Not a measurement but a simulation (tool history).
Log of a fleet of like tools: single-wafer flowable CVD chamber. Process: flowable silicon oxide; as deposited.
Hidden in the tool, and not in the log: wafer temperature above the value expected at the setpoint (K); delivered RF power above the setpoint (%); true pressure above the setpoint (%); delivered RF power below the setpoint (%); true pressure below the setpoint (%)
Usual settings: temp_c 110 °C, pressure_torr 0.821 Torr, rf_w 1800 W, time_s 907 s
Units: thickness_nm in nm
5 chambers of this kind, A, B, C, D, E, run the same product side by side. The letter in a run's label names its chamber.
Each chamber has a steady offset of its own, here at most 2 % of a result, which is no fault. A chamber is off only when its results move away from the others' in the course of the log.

run   hour  temp_c  pressure_torr  rf_w  time_s  hours since the last thermocouple change  hours since the last RF generator calibration  hours since the last manometer calibration  read-back reference wafer on the same gauge, thickness_nm  thickness_nm
       1.2  -- chamber A: RF generator calibrated
 1E    3.5     110          0.821  1800     907                                    1358.4                                         1151.0                                       370.9                                                     358.22        393.60
 2D    9.3     110          0.821  1800     907                                     737.2                                          442.5                                       476.8                                                     357.78        403.28
 3A   12.7     110          0.821  1800     907                                     477.4                                           11.6                                       837.4                                                     358.04        399.68
 4B   16.7     110          0.821  1800     907                                    1657.5                                          108.2                                      1041.3                                                     358.32        392.69
 5C   20.8     110          0.821  1800     907                                    1097.9                                           82.8                                       460.9                                                     357.36        401.03
 6E   26.3     110          0.821  1800     907                                    1381.2                                         1173.8                                       393.7                                                     357.84        389.59
 7C   31.2     110          0.821  1960     907                                    1108.3                                           93.2                                       471.3                                                     358.14        409.37
 8A   36.0     110          0.821  1960     907                                     500.7                                           34.9                                       860.7                                                     357.56        410.46
 9B   40.0     110          0.821  1960     907                                    1680.8                                          131.5                                      1064.6                                                     357.92        402.57
10D   45.9     110          0.821  1960     907                                     773.8                                          479.1                                       513.4                                                     357.91        406.35
11B   50.3     110          0.821  1960     907                                    1691.1                                          141.8                                      1074.9                                                     357.89        402.66
      52.2  -- chamber B: capacitance manometer re-zeroed and calibrated
12C   54.4     110          0.821  1955     907                                    1131.5                                          116.4                                       494.5                                                     358.00        407.29
13D   57.7     110          0.821  1955     907                                     785.6                                          490.9                                       525.2                                                     357.81        409.39
14E   60.4     110          0.821  1955     907                                    1415.3                                         1207.9                                       427.8                                                     358.31        394.72
15A   64.9     110          0.821  1955     907                                     529.6                                           63.8                                       889.6                                                     357.70        404.16
16D   68.9     110          0.821  1955     907                                     796.8                                          502.1                                       536.4                                                     357.94        409.86
17E   72.6     110          0.821  1800     907                                    1427.5                                         1220.1                                       440.0                                                     358.03        388.63
18B   77.5     110          0.821  1800     907                                    1718.3                                          169.0                                        25.4                                                     358.54        394.04
19C   82.0     110          0.821  1800     907                                    1159.1                                          144.0                                       522.1                                                     358.02        399.23
20A   84.8     110          0.821  1800     907                                     549.5                                           83.7                                       909.5                                                     357.67        399.98
21B   90.7     110          0.821  1800     907                                    1731.5                                          182.2                                        38.6                                                     358.49        396.76
22D   94.1     110          0.821  1800     907                                     822.0                                          527.3                                       561.6                                                     357.89        400.90
23C   99.5     104          0.821  1800     907                                    1176.6                                          161.5                                       539.6                                                     358.02        491.62
24E  102.3     104          0.821  1800     907                                    1457.2                                         1249.8                                       469.7                                                     357.96        461.90
25A  108.4     104          0.821  1800     907                                     573.1                                          107.3                                       933.1                                                     358.27        485.96
26E  112.6     104          0.821  1800     907                                    1467.5                                         1260.1                                       480.0                                                     358.12        460.11
27C  117.6     104          0.821  1800     907                                    1194.7                                          179.6                                       557.7                                                     358.03        487.40
28A  121.6     110          0.821  1800     907                                     586.3                                          120.5                                       946.3                                                     357.94        396.58
29D  127.1     110          0.821  1800     907                                     855.0                                          560.3                                       594.6                                                     358.23        399.22
30B  131.1     110          0.821  1800     907                                    1771.9                                          222.6                                        79.0                                                     358.32        395.96
31C  137.1     110          0.821  1800     907                                    1214.2                                          199.1                                       577.2                                                     358.15        396.07
32D  142.2     110          0.821  1800     907                                     870.1                                          575.4                                       609.7                                                     357.68        398.92
33B  147.2      96          0.821  1800     907                                    1788.0                                          238.7                                        95.1                                                     357.74        631.32

Next, every chamber runs the same settings. What will each give?
34A  151.6     110          0.821  1600     907                                                                                                                                                                                                             ?
34B  151.6     110          0.821  1600     907                                                                                                                                                                                                             ?
34C  151.6     110          0.821  1600     907                                                                                                                                                                                                             ?
34D  151.6     110          0.821  1600     907                                                                                                                                                                                                             ?
34E  151.6     110          0.821  1600     907                                                                                                                                                                                                             ?

run  thickness_nm
34A        385.95
34B        385.60
34C        386.26
34D        386.45
34E        357.69
